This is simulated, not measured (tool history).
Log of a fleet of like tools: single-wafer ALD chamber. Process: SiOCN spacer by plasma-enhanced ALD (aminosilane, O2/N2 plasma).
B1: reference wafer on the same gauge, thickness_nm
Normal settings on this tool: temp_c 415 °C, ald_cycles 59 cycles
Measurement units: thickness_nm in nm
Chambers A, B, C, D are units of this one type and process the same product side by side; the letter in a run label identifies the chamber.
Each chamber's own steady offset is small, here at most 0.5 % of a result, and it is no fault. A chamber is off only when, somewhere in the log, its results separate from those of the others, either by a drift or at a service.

{"run": "1A", "hour": 9.3, "temp_c": 415, "ald_cycles": 59, "B1": 3.4609, "thickness_nm": 3.4054}
{"run": "2B", "hour": 16.1, "temp_c": 415, "ald_cycles": 59, "B1": 3.4605, "thickness_nm": 3.4174}
{"run": "3D", "hour": 23.3, "temp_c": 415, "ald_cycles": 59, "B1": 3.4614, "thickness_nm": 3.3967}
{"run": "4C", "hour": 33.3, "temp_c": 415, "ald_cycles": 59, "B1": 3.462, "thickness_nm": 3.3948}
{"run": "5C", "hour": 40.9, "temp_c": 415, "ald_cycles": 59, "B1": 3.4623, "thickness_nm": 3.3862}
{"run": "6D", "hour": 50.1, "temp_c": 415, "ald_cycles": 67, "B1": 3.463, "thickness_nm": 3.8567}
{"run": "7A", "hour": 58.5, "temp_c": 415, "ald_cycles": 67, "B1": 3.4623, "thickness_nm": 3.8651}
{"run": "8B", "hour": 72.8, "temp_c": 415, "ald_cycles": 67, "B1": 3.463, "thickness_nm": 3.8836}
{"run": "9B", "hour": 87.3, "temp_c": 415, "ald_cycles": 67, "B1": 3.4647, "thickness_nm": 3.8856}
{"run": "10A", "hour": 97.8, "temp_c": 415, "ald_cycles": 59, "B1": 3.4641, "thickness_nm": 3.4047}
{"run": "11C", "hour": 105.2, "temp_c": 415, "ald_cycles": 59, "B1": 3.4657, "thickness_nm": 3.3918}
{"hour": 109.0, "done": "chamber B: thermocouple changed; heater temperature recalibrated"}
{"run": "12D", "hour": 115.4, "temp_c": 415, "ald_cycles": 59, "B1": 3.4653, "thickness_nm": 3.4063}
{"run": "13B", "hour": 127.8, "temp_c": 415, "ald_cycles": 59, "B1": 3.4652, "thickness_nm": 3.4222}
{"run": "14D", "hour": 136.2, "temp_c": 415, "ald_cycles": 59, "B1": 3.4666, "thickness_nm": 3.4037}
{"run": "15C", "hour": 147.4, "temp_c": 415, "ald_cycles": 59, "B1": 3.4665, "thickness_nm": 3.3963}
{"run": "16A", "hour": 156.4, "temp_c": 415, "ald_cycles": 59, "B1": 3.4677, "thickness_nm": 3.4195}
{"run": "17B", "hour": 169.5, "temp_c": 409, "ald_cycles": 65, "B1": 3.4664, "thickness_nm": 3.8495}
{"run": "18C", "hour": 176.9, "temp_c": 409, "ald_cycles": 65, "B1": 3.468, "thickness_nm": 3.8186}
{"run": "19A", "hour": 191.7, "temp_c": 409, "ald_cycles": 65, "B1": 3.4686, "thickness_nm": 3.8232}
{"run": "20D", "hour": 204.7, "temp_c": 409, "ald_cycles": 65, "B1": 3.4684, "thickness_nm": 3.8381}
{"run": "21B", "hour": 216.6, "temp_c": 415, "ald_cycles": 59, "B1": 3.469, "thickness_nm": 3.4258}
{"run": "22C", "hour": 228.9, "temp_c": 429, "ald_cycles": 59, "B1": 3.4691, "thickness_nm": 3.2478}
{"run": "23A", "hour": 239.8, "temp_c": 429, "ald_cycles": 59, "B1": 3.4711, "thickness_nm": 3.266}
{"run": "24D", "hour": 247.5, "temp_c": 429, "ald_cycles": 59, "B1": 3.4699, "thickness_nm": 3.2604}
{"run": "25A", "hour": 260.8, "temp_c": 429, "ald_cycles": 59, "B1": 3.4714, "thickness_nm": 3.2623}
{"run": "26D", "hour": 271.4, "temp_c": 415, "ald_cycles": 59, "B1": 3.4715, "thickness_nm": 3.4102}
{"run": "27C", "hour": 280.1, "temp_c": 415, "ald_cycles": 59, "B1": 3.4726, "thickness_nm": 3.4054}
{"run": "28B", "hour": 291.0, "temp_c": 415, "ald_cycles": 68, "B1": 3.4741, "thickness_nm": 3.9394}
{"run": "29C", "hour": 305.9, "temp_c": 415, "ald_cycles": 68, "B1": 3.4736, "thickness_nm": 3.9171}
{"run": "30D", "hour": 313.8, "temp_c": 415, "ald_cycles": 68, "B1": 3.4736, "thickness_nm": 3.9327}
{"run": "31A", "hour": 327.5, "temp_c": 415, "ald_cycles": 68, "B1": 3.4749, "thickness_nm": 3.9462}
{"run": "32B", "hour": 336.6, "temp_c": 415, "ald_cycles": 59, "B1": 3.4745, "thickness_nm": 3.4338}
{"run": "33B", "hour": 349.9, "temp_c": 415, "ald_cycles": 59, "B1": 3.4755, "thickness_nm": 3.4396}
{"run": "34D", "hour": 359.2, "temp_c": 415, "ald_cycles": 66, "B1": 3.475, "thickness_nm": 3.8239}
{"run": "35A", "hour": 374.4, "temp_c": 415, "ald_cycles": 66, "B1": 3.4766, "thickness_nm": 3.8195}
{"run": "36C", "hour": 387.2, "temp_c": 415, "ald_cycles": 66, "B1": 3.4783, "thickness_nm": 3.8165}
{"run": "37D", "hour": 397.2, "temp_c": 415, "ald_cycles": 66, "B1": 3.477, "thickness_nm": 3.8164}
{"run": "38B", "hour": 404.7, "temp_c": 415, "ald_cycles": 59, "B1": 3.4778, "thickness_nm": 3.4347}
{"run": "39C", "hour": 413.6, "temp_c": 415, "ald_cycles": 59, "B1": 3.4792, "thickness_nm": 3.4031}
{"run": "40A", "hour": 427.6, "temp_c": 409, "ald_cycles": 53, "B1": 3.4796, "thickness_nm": 3.1355}
{"run": "41D", "hour": 436.6, "temp_c": 409, "ald_cycles": 53, "B1": 3.48, "thickness_nm": 3.1299}

Which is it: a chamber that has drifted or been left off by a service, a gauge drift common to all chambers, or only each chamber's usual small offset? If a chamber is off, name it and its likeliest cause.

No chamber is off; the gauge reading every chamber's wafers drifts, which makes the whole fleet appear to move together.
Likeliest cause: gauge reads high (%) = 0.577.
